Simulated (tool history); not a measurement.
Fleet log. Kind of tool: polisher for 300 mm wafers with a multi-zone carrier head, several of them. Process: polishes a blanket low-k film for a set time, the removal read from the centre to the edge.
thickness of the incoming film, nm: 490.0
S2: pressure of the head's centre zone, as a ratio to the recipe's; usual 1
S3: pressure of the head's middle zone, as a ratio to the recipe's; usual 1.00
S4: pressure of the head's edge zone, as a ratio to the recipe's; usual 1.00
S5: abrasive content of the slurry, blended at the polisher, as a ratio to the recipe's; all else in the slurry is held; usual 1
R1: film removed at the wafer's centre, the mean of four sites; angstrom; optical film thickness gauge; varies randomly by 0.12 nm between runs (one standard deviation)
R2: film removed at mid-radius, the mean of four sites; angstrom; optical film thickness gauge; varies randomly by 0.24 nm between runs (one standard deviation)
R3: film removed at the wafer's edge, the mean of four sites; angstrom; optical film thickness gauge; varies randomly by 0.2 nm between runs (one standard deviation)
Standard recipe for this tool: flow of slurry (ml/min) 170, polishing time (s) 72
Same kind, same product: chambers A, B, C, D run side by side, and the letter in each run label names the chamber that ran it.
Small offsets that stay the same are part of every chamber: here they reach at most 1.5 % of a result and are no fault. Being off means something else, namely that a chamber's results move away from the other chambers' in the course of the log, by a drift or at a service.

{"run": "1D", "hour": 6.7, "flow of slurry (ml/min)": 170, "S2": 1, "S3": 1.0, "S4": 1.0, "S5": 1, "polishing time (s)": 72, "R1": 190.08, "R2": 187.84, "R3": 192.47}
{"run": "2A", "hour": 11.5, "flow of slurry (ml/min)": 170, "S2": 1, "S3": 1.0, "S4": 1.0, "S5": 1, "polishing time (s)": 72, "R1": 187.2, "R2": 192.61, "R3": 193.54}
{"hour": 15.0, "done": "chamber D: worn pad replaced by a new one"}
{"run": "3B", "hour": 19.9, "flow of slurry (ml/min)": 170, "S2": 1, "S3": 1.0, "S4": 1.0, "S5": 1, "polishing time (s)": 72, "R1": 190.44, "R2": 192.5, "R3": 191.41}
{"hour": 24.3, "done": "chamber B: worn pad replaced by a new one"}
{"run": "4C", "hour": 25.3, "flow of slurry (ml/min)": 170, "S2": 1, "S3": 1.0, "S4": 1.0, "S5": 1, "polishing time (s)": 72, "R1": 186.21, "R2": 193.49, "R3": 189.29}
{"run": "5D", "hour": 30.3, "flow of slurry (ml/min)": 170, "S2": 1, "S3": 1.0, "S4": 1.0, "S5": 1, "polishing time (s)": 72, "R1": 192.48, "R2": 187.21, "R3": 191.75}
{"run": "6B", "hour": 39.0, "flow of slurry (ml/min)": 170, "S2": 1, "S3": 1.0, "S4": 1.0, "S5": 1, "polishing time (s)": 72, "R1": 188.43, "R2": 186.68, "R3": 191.28}
{"run": "7A", "hour": 47.2, "flow of slurry (ml/min)": 170, "S2": 1, "S3": 1.0, "S4": 1.0, "S5": 1, "polishing time (s)": 72, "R1": 188.76, "R2": 191.32, "R3": 191.04}
{"hour": 51.3, "done": "chamber C: worn pad replaced by a new one"}
{"run": "8C", "hour": 55.0, "flow of slurry (ml/min)": 170, "S2": 1, "S3": 1.0, "S4": 1.0, "S5": 1, "polishing time (s)": 72, "R1": 188.74, "R2": 190.83, "R3": 188.81}
{"run": "9D", "hour": 61.7, "flow of slurry (ml/min)": 170, "S2": 1, "S3": 1.0, "S4": 1.0, "S5": 1, "polishing time (s)": 72, "R1": 189.45, "R2": 189.99, "R3": 193.5}
{"hour": 63.8, "done": "chamber A: worn pad replaced by a new one"}
{"run": "10A", "hour": 68.9, "flow of slurry (ml/min)": 170, "S2": 1, "S3": 1.0, "S4": 1.0, "S5": 1, "polishing time (s)": 72, "R1": 190.67, "R2": 193.79, "R3": 188.32}
{"run": "11B", "hour": 76.1, "flow of slurry (ml/min)": 170, "S2": 1, "S3": 1.0, "S4": 1.09, "S5": 1, "polishing time (s)": 53, "R1": 141.01, "R2": 138.59, "R3": 145.06}
{"run": "12C", "hour": 82.7, "flow of slurry (ml/min)": 170, "S2": 1, "S3": 1.0, "S4": 1.09, "S5": 1, "polishing time (s)": 53, "R1": 137.07, "R2": 138.8, "R3": 149.89}
{"hour": 85.0, "done": "chamber B: worn pad replaced by a new one"}
{"hour": 89.9, "done": "chamber C: centre zone pressure recalibrated"}
{"run": "13D", "hour": 90.2, "flow of slurry (ml/min)": 170, "S2": 1, "S3": 1.0, "S4": 1.09, "S5": 1, "polishing time (s)": 53, "R1": 139.55, "R2": 136.82, "R3": 148.73}
{"run": "14B", "hour": 99.2, "flow of slurry (ml/min)": 170, "S2": 1, "S3": 1.0, "S4": 1.09, "S5": 1, "polishing time (s)": 53, "R1": 138.96, "R2": 137.4, "R3": 147.02}
{"run": "15A", "hour": 107.4, "flow of slurry (ml/min)": 170, "S2": 1, "S3": 1.0, "S4": 1.0, "S5": 1, "polishing time (s)": 72, "R1": 191.01, "R2": 187.94, "R3": 191.29}
{"hour": 111.2, "done": "chamber C: worn pad replaced by a new one"}
{"run": "16C", "hour": 111.9, "flow of slurry (ml/min)": 170, "S2": 1, "S3": 1.0, "S4": 1.0, "S5": 1, "polishing time (s)": 72, "R1": 189.31, "R2": 185.22, "R3": 190.55}
{"hour": 113.9, "done": "chamber C: edge zone pressure recalibrated"}
{"hour": 114.3, "done": "chamber D: worn pad replaced by a new one"}
{"run": "17B", "hour": 119.2, "flow of slurry (ml/min)": 170, "S2": 1, "S3": 1.0, "S4": 1.0, "S5": 1, "polishing time (s)": 72, "R1": 191.72, "R2": 193.79, "R3": 189.43}
{"hour": 120.1, "done": "chamber A: worn pad replaced by a new one"}
{"hour": 122.9, "done": "chamber A: edge zone pressure recalibrated"}
{"run": "18D", "hour": 123.6, "flow of slurry (ml/min)": 170, "S2": 1, "S3": 1.0, "S4": 1.0, "S5": 1, "polishing time (s)": 72, "R1": 191.84, "R2": 189.35, "R3": 186.84}
{"hour": 125.8, "done": "chamber B: slurry nozzle cleaned"}
{"run": "19A", "hour": 128.7, "flow of slurry (ml/min)": 170, "S2": 1, "S3": 1.0, "S4": 1.0, "S5": 1, "polishing time (s)": 72, "R1": 189.6, "R2": 192.69, "R3": 188.86}
{"run": "20C", "hour": 135.0, "flow of slurry (ml/min)": 170, "S2": 1, "S3": 1.0, "S4": 1.0, "S5": 1, "polishing time (s)": 72, "R1": 186.66, "R2": 190.97, "R3": 192.46}
{"hour": 142.8, "done": "chamber B: worn pad replaced by a new one"}
{"run": "21D", "hour": 144.1, "flow of slurry (ml/min)": 170, "S2": 1, "S3": 1.0, "S4": 1.0, "S5": 1, "polishing time (s)": 72, "R1": 190.24, "R2": 188.07, "R3": 192.34}
{"run": "22A", "hour": 150.0, "flow of slurry (ml/min)": 170, "S2": 1, "S3": 1.0, "S4": 1.0, "S5": 1, "polishing time (s)": 72, "R1": 188.23, "R2": 193.55, "R3": 190.19}
{"run": "23B", "hour": 157.6, "flow of slurry (ml/min)": 170, "S2": 1, "S3": 1.11, "S4": 1.0, "S5": 1, "polishing time (s)": 72, "R1": 188.68, "R2": 207.0, "R3": 189.38}
{"hour": 162.0, "done": "chamber A: slurry nozzle cleaned"}
{"hour": 164.1, "done": "chamber C: worn pad replaced by a new one"}
{"run": "24C", "hour": 165.6, "flow of slurry (ml/min)": 170, "S2": 1, "S3": 1.11, "S4": 1.0, "S5": 1, "polishing time (s)": 72, "R1": 188.37, "R2": 208.16, "R3": 188.22}
{"hour": 165.9, "done": "chamber D: centre zone pressure recalibrated"}
{"run": "25B", "hour": 170.4, "flow of slurry (ml/min)": 170, "S2": 1, "S3": 1.11, "S4": 1.0, "S5": 1, "polishing time (s)": 72, "R1": 189.56, "R2": 209.46, "R3": 191.02}
{"hour": 177.6, "done": "chamber A: worn pad replaced by a new one"}
{"run": "26D", "hour": 179.2, "flow of slurry (ml/min)": 170, "S2": 1, "S3": 1.11, "S4": 1.0, "S5": 1, "polishing time (s)": 72, "R1": 189.32, "R2": 206.52, "R3": 189.91}
{"run": "27C", "hour": 185.8, "flow of slurry (ml/min)": 170, "S2": 1, "S3": 1.0, "S4": 1.0, "S5": 1, "polishing time (s)": 72, "R1": 188.91, "R2": 190.29, "R3": 189.48}
{"run": "28A", "hour": 193.8, "flow of slurry (ml/min)": 210, "S2": 1, "S3": 1.0, "S4": 1.0, "S5": 1, "polishing time (s)": 72, "R1": 194.96, "R2": 198.44, "R3": 194.46}
{"hour": 196.9, "done": "chamber D: worn pad replaced by a new one"}
{"run": "29D", "hour": 202.8, "flow of slurry (ml/min)": 210, "S2": 1, "S3": 1.0, "S4": 1.0, "S5": 1, "polishing time (s)": 72, "R1": 198.24, "R2": 194.73, "R3": 196.86}
{"run": "30C", "hour": 209.4, "flow of slurry (ml/min)": 210, "S2": 1, "S3": 1.0, "S4": 1.0, "S5": 1, "polishing time (s)": 72, "R1": 193.68, "R2": 195.8, "R3": 189.74}
{"hour": 210.5, "done": "chamber B: worn pad replaced by a new one"}
{"hour": 213.7, "done": "chamber D: slurry nozzle cleaned"}
{"run": "31A", "hour": 216.2, "flow of slurry (ml/min)": 210, "S2": 1, "S3": 1.0, "S4": 1.0, "S5": 1, "polishing time (s)": 72, "R1": 195.36, "R2": 197.45, "R3": 194.36}
{"hour": 220.8, "done": "chamber C: worn pad replaced by a new one"}
{"run": "32B", "hour": 223.1, "flow of slurry (ml/min)": 170, "S2": 1, "S3": 1.0, "S4": 1.0, "S5": 1, "polishing time (s)": 72, "R1": 190.52, "R2": 191.08, "R3": 187.71}
{"run": "33C", "hour": 228.6, "flow of slurry (ml/min)": 170, "S2": 1, "S3": 1.0, "S4": 1.0, "S5": 1, "polishing time (s)": 72, "R1": 186.53, "R2": 190.26, "R3": 190.89}
{"run": "34B", "hour": 233.7, "flow of slurry (ml/min)": 170, "S2": 1, "S3": 1.0, "S4": 1.0, "S5": 1, "polishing time (s)": 72, "R1": 189.87, "R2": 190.47, "R3": 190.67}
{"hour": 237.7, "done": "chamber A: worn pad replaced by a new one"}
{"run": "35A", "hour": 243.2, "flow of slurry (ml/min)": 170, "S2": 1, "S3": 1.0, "S4": 1.0, "S5": 1, "polishing time (s)": 72, "R1": 191.57, "R2": 190.49, "R3": 192.84}
{"run": "36D", "hour": 248.8, "flow of slurry (ml/min)": 170, "S2": 1, "S3": 1.0, "S4": 1.0, "S5": 1, "polishing time (s)": 72, "R1": 188.18, "R2": 188.85, "R3": 189.6}
{"run": "37A", "hour": 253.5, "flow of slurry (ml/min)": 170, "S2": 1, "S3": 1.0, "S4": 1.0, "S5": 1, "polishing time (s)": 72, "R1": 188.39, "R2": 192.74, "R3": 189.4}
{"run": "38D", "hour": 263.1, "flow of slurry (ml/min)": 170, "S2": 1, "S3": 1.0, "S4": 1.0, "S5": 1, "polishing time (s)": 72, "R1": 190.56, "R2": 192.8, "R3": 186.88}
{"hour": 265.3, "done": "chamber B: worn pad replaced by a new one"}
{"run": "39C", "hour": 267.6, "flow of slurry (ml/min)": 170, "S2": 1, "S3": 1.0, "S4": 1.0, "S5": 1, "polishing time (s)": 72, "R1": 187.32, "R2": 191.22, "R3": 189.18}
{"run": "40B", "hour": 275.9, "flow of slurry (ml/min)": 170, "S2": 1, "S3": 1.0, "S4": 1.0, "S5": 1, "polishing time (s)": 72, "R1": 188.28, "R2": 191.31, "R3": 192.0}
{"hour": 278.4, "done": "chamber C: worn pad replaced by a new one"}
{"run": "41A", "hour": 285.4, "flow of slurry (ml/min)": 170, "S2": 1, "S3": 1.0, "S4": 1.0, "S5": 1, "polishing time (s)": 72, "R1": 189.12, "R2": 196.44, "R3": 189.58}
{"run": "42C", "hour": 292.1, "flow of slurry (ml/min)": 170, "S2": 1, "S3": 1.0, "S4": 1.0, "S5": 1, "polishing time (s)": 72, "R1": 187.54, "R2": 190.85, "R3": 190.98}
{"run": "43B", "hour": 297.3, "flow of slurry (ml/min)": 170, "S2": 1, "S3": 1.0, "S4": 1.0, "S5": 1, "polishing time (s)": 72, "R1": 190.81, "R2": 186.55, "R3": 189.03}
{"hour": 302.4, "done": "chamber D: worn pad replaced by a new one"}
{"run": "44D", "hour": 305.2, "flow of slurry (ml/min)": 170, "S2": 1, "S3": 1.0, "S4": 1.0, "S5": 1, "polishing time (s)": 72, "R1": 192.95, "R2": 192.08, "R3": 192.6}

What goes on in this fleet: one chamber off, a drifting gauge, or nothing beyond the chambers' own small offsets? Name the chamber and the cause, if any.

No chamber stands off beyond its own small offset, and the gauge holds steady.

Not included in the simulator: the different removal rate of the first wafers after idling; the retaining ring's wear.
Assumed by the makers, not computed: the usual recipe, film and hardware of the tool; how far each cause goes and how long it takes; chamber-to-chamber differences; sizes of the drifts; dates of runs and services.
